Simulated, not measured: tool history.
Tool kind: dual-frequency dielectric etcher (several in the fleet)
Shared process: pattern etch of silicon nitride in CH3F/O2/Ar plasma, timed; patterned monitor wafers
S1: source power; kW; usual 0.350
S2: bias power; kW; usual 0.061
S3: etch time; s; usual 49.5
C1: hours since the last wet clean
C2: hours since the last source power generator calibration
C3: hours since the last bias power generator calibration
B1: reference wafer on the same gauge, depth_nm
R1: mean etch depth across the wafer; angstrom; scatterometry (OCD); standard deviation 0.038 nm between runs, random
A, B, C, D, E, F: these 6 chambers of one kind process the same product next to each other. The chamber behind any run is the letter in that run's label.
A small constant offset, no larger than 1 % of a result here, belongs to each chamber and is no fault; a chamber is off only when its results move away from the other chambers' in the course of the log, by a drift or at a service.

-- hour=8.1 chamber E: wet clean of the chamber
run 1C hour=8.1 | S1=0.350 S2=0.061 S3=49.5 | C1=266.7 C2=1703.2 C3=234.3 | B1=31.206 | R1=309.60
run 2B hour=14.7 | S1=0.350 S2=0.061 S3=49.5 | C1=291.6 C2=969.0 C3=418.6 | B1=31.200 | R1=313.59
run 3A hour=21.0 | S1=0.350 S2=0.061 S3=49.5 | C1=79.7 C2=3592.6 C3=401.2 | B1=31.209 | R1=312.79
run 4D hour=29.1 | S1=0.350 S2=0.061 S3=49.5 | C1=53.4 C2=2000.5 C3=50.5 | B1=31.216 | R1=313.17
run 5F hour=36.4 | S1=0.350 S2=0.061 S3=49.5 | C1=564.8 C2=949.9 C3=2329.4 | B1=31.212 | R1=311.63
-- hour=37.7 chamber F: wet clean of the chamber
run 6E hour=45.0 | S1=0.350 S2=0.061 S3=49.5 | C1=37.0 C2=343.9 C3=875.0 | B1=31.230 | R1=312.22
run 7E hour=51.0 | S1=0.350 S2=0.061 S3=49.5 | C1=43.0 C2=349.9 C3=881.0 | B1=31.227 | R1=311.67
run 8C hour=57.0 | S1=0.350 S2=0.061 S3=49.5 | C1=315.6 C2=1752.1 C3=283.2 | B1=31.241 | R1=309.12
run 9A hour=64.2 | S1=0.350 S2=0.061 S3=49.5 | C1=122.9 C2=3635.8 C3=444.4 | B1=31.219 | R1=312.63
run 10F hour=68.2 | S1=0.350 S2=0.051 S3=49.5 | C1=30.5 C2=981.7 C3=2361.2 | B1=31.232 | R1=294.18
run 11D hour=76.8 | S1=0.350 S2=0.051 S3=49.5 | C1=101.1 C2=2048.2 C3=98.2 | B1=31.240 | R1=295.77
run 12B hour=81.0 | S1=0.350 S2=0.051 S3=49.5 | C1=357.9 C2=1035.3 C3=484.9 | B1=31.255 | R1=296.00
run 13F hour=89.2 | S1=0.350 S2=0.051 S3=49.5 | C1=51.5 C2=1002.7 C3=2382.2 | B1=31.247 | R1=294.24
run 14E hour=95.2 | S1=0.350 S2=0.051 S3=49.5 | C1=87.2 C2=394.1 C3=925.2 | B1=31.254 | R1=294.50
run 15A hour=104.2 | S1=0.350 S2=0.051 S3=49.5 | C1=162.9 C2=3675.8 C3=484.4 | B1=31.246 | R1=294.51
run 16B hour=110.4 | S1=0.300 S2=0.050 S3=49.5 | C1=387.3 C2=1064.7 C3=514.3 | B1=31.260 | R1=277.16
-- hour=113.6 chamber C: wet clean of the chamber
run 17D hour=117.4 | S1=0.300 S2=0.050 S3=49.5 | C1=141.7 C2=2088.8 C3=138.8 | B1=31.259 | R1=276.82
-- hour=123.8 chamber A: source power generator calibrated
run 18C hour=124.9 | S1=0.300 S2=0.050 S3=49.5 | C1=11.4 C2=1820.0 C3=351.1 | B1=31.272 | R1=273.66
run 19F hour=130.5 | S1=0.300 S2=0.050 S3=49.5 | C1=92.8 C2=1044.0 C3=2423.5 | B1=31.280 | R1=276.37
run 20C hour=137.5 | S1=0.300 S2=0.050 S3=49.5 | C1=24.0 C2=1832.6 C3=363.7 | B1=31.279 | R1=273.32
run 21E hour=142.9 | S1=0.300 S2=0.050 S3=49.5 | C1=134.9 C2=441.8 C3=972.9 | B1=31.277 | R1=276.04
run 22A hour=149.7 | S1=0.350 S2=0.061 S3=49.5 | C1=208.4 C2=26.0 C3=529.9 | B1=31.266 | R1=312.71
run 23D hour=155.5 | S1=0.350 S2=0.061 S3=49.5 | C1=179.8 C2=2126.9 C3=176.9 | B1=31.285 | R1=314.44
run 24B hour=163.0 | S1=0.350 S2=0.061 S3=49.5 | C1=439.9 C2=1117.3 C3=566.9 | B1=31.287 | R1=313.25
run 25C hour=170.5 | S1=0.350 S2=0.061 S3=49.5 | C1=57.0 C2=1865.6 C3=396.7 | B1=31.284 | R1=310.31
run 26B hour=178.0 | S1=0.350 S2=0.061 S3=49.5 | C1=454.9 C2=1132.3 C3=581.9 | B1=31.296 | R1=313.76
run 27D hour=185.6 | S1=0.350 S2=0.061 S3=49.5 | C1=209.9 C2=2157.0 C3=207.0 | B1=31.294 | R1=314.04
run 28F hour=192.6 | S1=0.350 S2=0.061 S3=49.5 | C1=154.9 C2=1106.1 C3=2485.6 | B1=31.294 | R1=312.37
run 29E hour=198.1 | S1=0.350 S2=0.061 S3=49.5 | C1=190.1 C2=497.0 C3=1028.1 | B1=31.306 | R1=312.65
run 30A hour=202.8 | S1=0.350 S2=0.061 S3=49.5 | C1=261.5 C2=79.1 C3=583.0 | B1=31.303 | R1=312.71
run 31A hour=207.1 | S1=0.350 S2=0.061 S3=49.5 | C1=265.8 C2=83.4 C3=587.3 | B1=31.307 | R1=312.67
run 32E hour=215.1 | S1=0.350 S2=0.061 S3=49.5 | C1=207.1 C2=514.0 C3=1045.1 | B1=31.315 | R1=312.33
run 33C hour=219.5 | S1=0.350 S2=0.061 S3=49.5 | C1=106.0 C2=1914.6 C3=445.7 | B1=31.319 | R1=310.37
run 34F hour=224.7 | S1=0.350 S2=0.061 S3=49.5 | C1=187.0 C2=1138.2 C3=2517.7 | B1=31.306 | R1=312.28
run 35D hour=231.1 | S1=0.350 S2=0.061 S3=49.5 | C1=255.4 C2=2202.5 C3=252.5 | B1=31.327 | R1=313.46
run 36B hour=236.5 | S1=0.350 S2=0.061 S3=49.5 | C1=513.4 C2=1190.8 C3=640.4 | B1=31.322 | R1=314.17
run 37E hour=240.7 | S1=0.350 S2=0.061 S3=49.5 | C1=232.7 C2=539.6 C3=1070.7 | B1=31.331 | R1=313.02
run 38B hour=249.0 | S1=0.350 S2=0.061 S3=49.5 | C1=525.9 C2=1203.3 C3=652.9 | B1=31.330 | R1=314.11
-- hour=251.1 chamber B: wet clean of the chamber
run 39A hour=256.9 | S1=0.350 S2=0.061 S3=49.5 | C1=315.6 C2=133.2 C3=637.1 | B1=31.333 | R1=313.21
run 40C hour=263.0 | S1=0.350 S2=0.061 S3=49.5 | C1=149.5 C2=1958.1 C3=489.2 | B1=31.336 | R1=311.32
run 41F hour=269.8 | S1=0.380 S2=0.061 S3=40.0 | C1=232.1 C2=1183.3 C3=2562.8 | B1=31.338 | R1=260.32
run 42D hour=273.8 | S1=0.380 S2=0.061 S3=40.0 | C1=298.1 C2=2245.2 C3=295.2 | B1=31.351 | R1=262.38
run 43E hour=278.2 | S1=0.380 S2=0.061 S3=40.0 | C1=270.2 C2=577.1 C3=1108.2 | B1=31.344 | R1=261.44
run 44B hour=286.3 | S1=0.380 S2=0.061 S3=40.0 | C1=35.3 C2=1240.6 C3=690.2 | B1=31.351 | R1=261.76

The same settings go to every chamber for the next run, one line per chamber below. Forecast the results for each:
run 45A hour=292.9 | S1=0.350 S2=0.061 S3=49.5 | R1=?
run 45B hour=292.9 | S1=0.350 S2=0.061 S3=49.5 | R1=?
run 45C hour=292.9 | S1=0.350 S2=0.061 S3=49.5 | R1=?
run 45D hour=292.9 | S1=0.350 S2=0.061 S3=49.5 | R1=?
run 45E hour=292.9 | S1=0.350 S2=0.061 S3=49.5 | R1=?
run 45F hour=292.9 | S1=0.350 S2=0.061 S3=49.5 | R1=?

run=45A R1=313.42
run=45B R1=313.82
run=45C R1=310.79
run=45D R1=314.90
run=45E R1=312.87
run=45F R1=313.05
